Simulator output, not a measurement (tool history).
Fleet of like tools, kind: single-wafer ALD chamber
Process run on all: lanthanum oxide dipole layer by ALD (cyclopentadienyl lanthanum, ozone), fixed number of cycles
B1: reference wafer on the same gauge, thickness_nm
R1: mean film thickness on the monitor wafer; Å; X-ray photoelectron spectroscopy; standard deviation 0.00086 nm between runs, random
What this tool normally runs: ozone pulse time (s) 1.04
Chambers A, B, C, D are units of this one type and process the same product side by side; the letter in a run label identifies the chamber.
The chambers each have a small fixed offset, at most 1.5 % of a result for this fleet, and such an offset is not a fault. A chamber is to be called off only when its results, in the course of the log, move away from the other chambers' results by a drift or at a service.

Run 1B, hour 8.5: usual settings; B1 0.55207. Result: R1 5.1062 Å.
Run 2A, hour 16.9: usual settings; B1 0.55219. Result: R1 5.0654 Å.
Run 3D, hour 21.6: usual settings; B1 0.55228. Result: R1 5.0772 Å.
Run 4C, hour 26.6: usual settings; B1 0.55246. Result: R1 5.0746 Å.
Run 5D, hour 35.9: usual settings; B1 0.55281. Result: R1 5.0686 Å.
Run 6C, hour 45: usual settings but ozone pulse time (s) 1.26; B1 0.55296. Result: R1 5.3402 Å.
Run 7B, hour 51.3: usual settings but ozone pulse time (s) 1.26; B1 0.55287. Result: R1 5.3797 Å.
Run 8A, hour 59: usual settings but ozone pulse time (s) 1.26; B1 0.55296. Result: R1 5.3484 Å.
At hour 61.7: chamber D: thermocouple changed; heater temperature recalibrated.
Run 9B, hour 67.2: usual settings but ozone pulse time (s) 1.26; B1 0.55285. Result: R1 5.3876 Å.
At hour 69.3: chamber B: ozone generator serviced.
Run 10C, hour 76: usual settings; B1 0.55319. Result: R1 5.0991 Å.
Run 11D, hour 84.6: usual settings; B1 0.55342. Result: R1 5.0721 Å.
Run 12A, hour 89.3: usual settings but ozone pulse time (s) 1.34; B1 0.5535. Result: R1 5.4129 Å.
Run 13B, hour 97.3: usual settings but ozone pulse time (s) 1.34; B1 0.55342. Result: R1 5.4817 Å.
Run 14C, hour 103: usual settings but ozone pulse time (s) 1.34; B1 0.55352. Result: R1 5.4197 Å.
Run 15D, hour 111.3: usual settings but ozone pulse time (s) 1.34; B1 0.55357. Result: R1 5.3863 Å.
Run 16A, hour 115.8: usual settings; B1 0.55388. Result: R1 5.0856 Å.
Run 17A, hour 125.5: usual settings; B1 0.55388. Result: R1 5.0799 Å.
Run 18D, hour 133.5: usual settings; B1 0.55394. Result: R1 5.0881 Å.
Run 19B, hour 143.5: usual settings; B1 0.55405. Result: R1 5.1527 Å.
Run 20C, hour 150.9: usual settings; B1 0.55427. Result: R1 5.0961 Å.
Run 21D, hour 157.5: usual settings; B1 0.55451. Result: R1 5.0806 Å.
Run 22C, hour 165.4: usual settings; B1 0.55448. Result: R1 5.082 Å.
Run 23A, hour 172.2: usual settings; B1 0.55473. Result: R1 5.0938 Å.
Run 24B, hour 182.2: usual settings; B1 0.55479. Result: R1 5.1314 Å.
Run 25C, hour 189.7: usual settings; B1 0.55505. Result: R1 5.098 Å.
Run 26B, hour 198.1: usual settings; B1 0.55508. Result: R1 5.1379 Å.
Run 27A, hour 203.4: usual settings; B1 0.55473. Result: R1 5.1057 Å.
Run 28D, hour 209.5: usual settings but ozone pulse time (s) 1.42; B1 0.55512. Result: R1 5.4797 Å.
Run 29D, hour 218.1: usual settings but ozone pulse time (s) 1.42; B1 0.55522. Result: R1 5.4804 Å.
Run 30A, hour 225: usual settings but ozone pulse time (s) 1.42; B1 0.55574. Result: R1 5.4981 Å.
Run 31B, hour 231.8: usual settings but ozone pulse time (s) 1.42; B1 0.55558. Result: R1 5.5521 Å.
Run 32C, hour 238.1: usual settings; B1 0.55551. Result: R1 5.0889 Å.
Run 33D, hour 248: usual settings; B1 0.55579. Result: R1 5.1026 Å.

All 4 chambers run these settings next. Forecast each chamber's results:
Run 34A, hour 255.2: usual settings. Result: R1 ?.
Run 34B, hour 255.2: usual settings. Result: R1 ?.
Run 34C, hour 255.2: usual settings. Result: R1 ?.
Run 34D, hour 255.2: usual settings. Result: R1 ?.

run      R1
34A  5.1081
34B  5.1607
34C  5.0935
34D  5.0854
